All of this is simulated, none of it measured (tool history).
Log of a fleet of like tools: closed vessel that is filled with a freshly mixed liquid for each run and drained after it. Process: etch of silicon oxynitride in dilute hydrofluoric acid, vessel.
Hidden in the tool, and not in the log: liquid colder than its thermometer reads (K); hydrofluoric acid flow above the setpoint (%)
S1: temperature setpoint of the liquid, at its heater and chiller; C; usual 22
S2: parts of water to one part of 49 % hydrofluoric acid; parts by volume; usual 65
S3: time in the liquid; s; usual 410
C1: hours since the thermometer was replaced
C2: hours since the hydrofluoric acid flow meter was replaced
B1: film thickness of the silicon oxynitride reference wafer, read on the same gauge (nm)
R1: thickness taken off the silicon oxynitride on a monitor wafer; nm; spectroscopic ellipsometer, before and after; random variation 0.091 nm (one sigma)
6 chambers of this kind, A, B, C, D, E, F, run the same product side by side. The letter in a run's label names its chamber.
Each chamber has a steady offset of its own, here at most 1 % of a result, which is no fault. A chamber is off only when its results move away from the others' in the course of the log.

run	day	S1	S2	S3	C1	C2	B1	R1
1F	0.312	22	65	410	880.9	511.9	99.96	9.0764
2A	0.654	22	65	410	1813.4	138.1	99.995	9.1089
3E	1.075	22	65	410	493.4	624.9	100.03	9.0518
# day 1.175: chamber A: thermometer replaced
4D	1.429	22	65	410	760.8	143.6	99.986	9.013
5C	1.646	22	65	410	768	586.4	100.01	9.1596
6B	2.021	22	65	410	781.3	1103	99.986	8.9708
7E	2.45	22	65	410	526.4	657.9	99.999	9.0939
8F	2.721	22	65	410	938.7	569.7	99.991	9.194
9D	3.183	22	65	410	802.9	185.7	100.01	8.921
10C	3.517	20	65	410	812.9	631.3	99.99	8.2584
11A	3.783	20	65	410	62.6	213.2	100.02	8.3595
12B	4.208	20	65	410	833.8	1155.5	99.963	8.1293
13F	4.471	20	65	410	980.7	611.7	100.02	8.3636
14E	4.712	20	65	410	580.7	712.2	100.01	8.2299
15B	5.008	20	65	410	853	1174.7	99.999	8.2383
16C	5.292	22	65	410	855.5	673.9	99.993	9.1186
17A	5.6	25	75	410	106.2	256.8	100.05	9.0918
18D	6.004	25	75	410	870.6	253.4	99.975	8.878
19C	6.212	25	75	410	877.6	696	100	9.0278
20B	6.629	25	75	410	891.9	1213.6	99.977	9.1955
21D	6.871	25	75	410	891.4	274.2	99.968	8.8704
22A	7.312	25	75	410	147.3	297.9	100.01	9.135
23F	7.742	22	65	410	1059.2	690.2	99.998	8.9996
24E	7.992	22	65	410	659.4	790.9	100.03	8.941
25B	8.3	22	65	410	932	1253.7	100	9.4543
26F	8.688	22	65	410	1081.9	712.9	99.991	9.2137
27D	8.983	22	65	410	942.1	324.9	99.99	9.0295
28A	9.375	19	80	410	196.8	347.4	99.988	6.363
29E	9.733	19	80	410	701.2	832.7	100	6.2857
30C	10.125	19	80	410	971.5	789.9	99.992	6.4482
31C	10.512	19	80	410	980.8	799.2	99.99	6.3253
32A	10.846	19	80	410	232.1	382.7	99.999	6.3593
33B	11.125	19	80	410	999.8	1321.5	100.04	6.8121
34E	11.408	22	65	195	741.4	872.9	99.99	4.3531
35D	11.733	22	65	195	1008.1	390.9	99.989	4.3109
36F	12.158	22	65	195	1165.2	796.2	99.989	4.3898

All 6 chambers run these settings next. Forecast each chamber's results:
37A	12.496	22	65	410				?
37B	12.496	22	65	410				?
37C	12.496	22	65	410				?
37D	12.496	22	65	410				?
37E	12.496	22	65	410				?
37F	12.496	22	65	410				?

run	R1
37A	9.1125
37B	9.8692
37C	9.0676
37D	8.9254
37E	8.9503
37F	9.0605
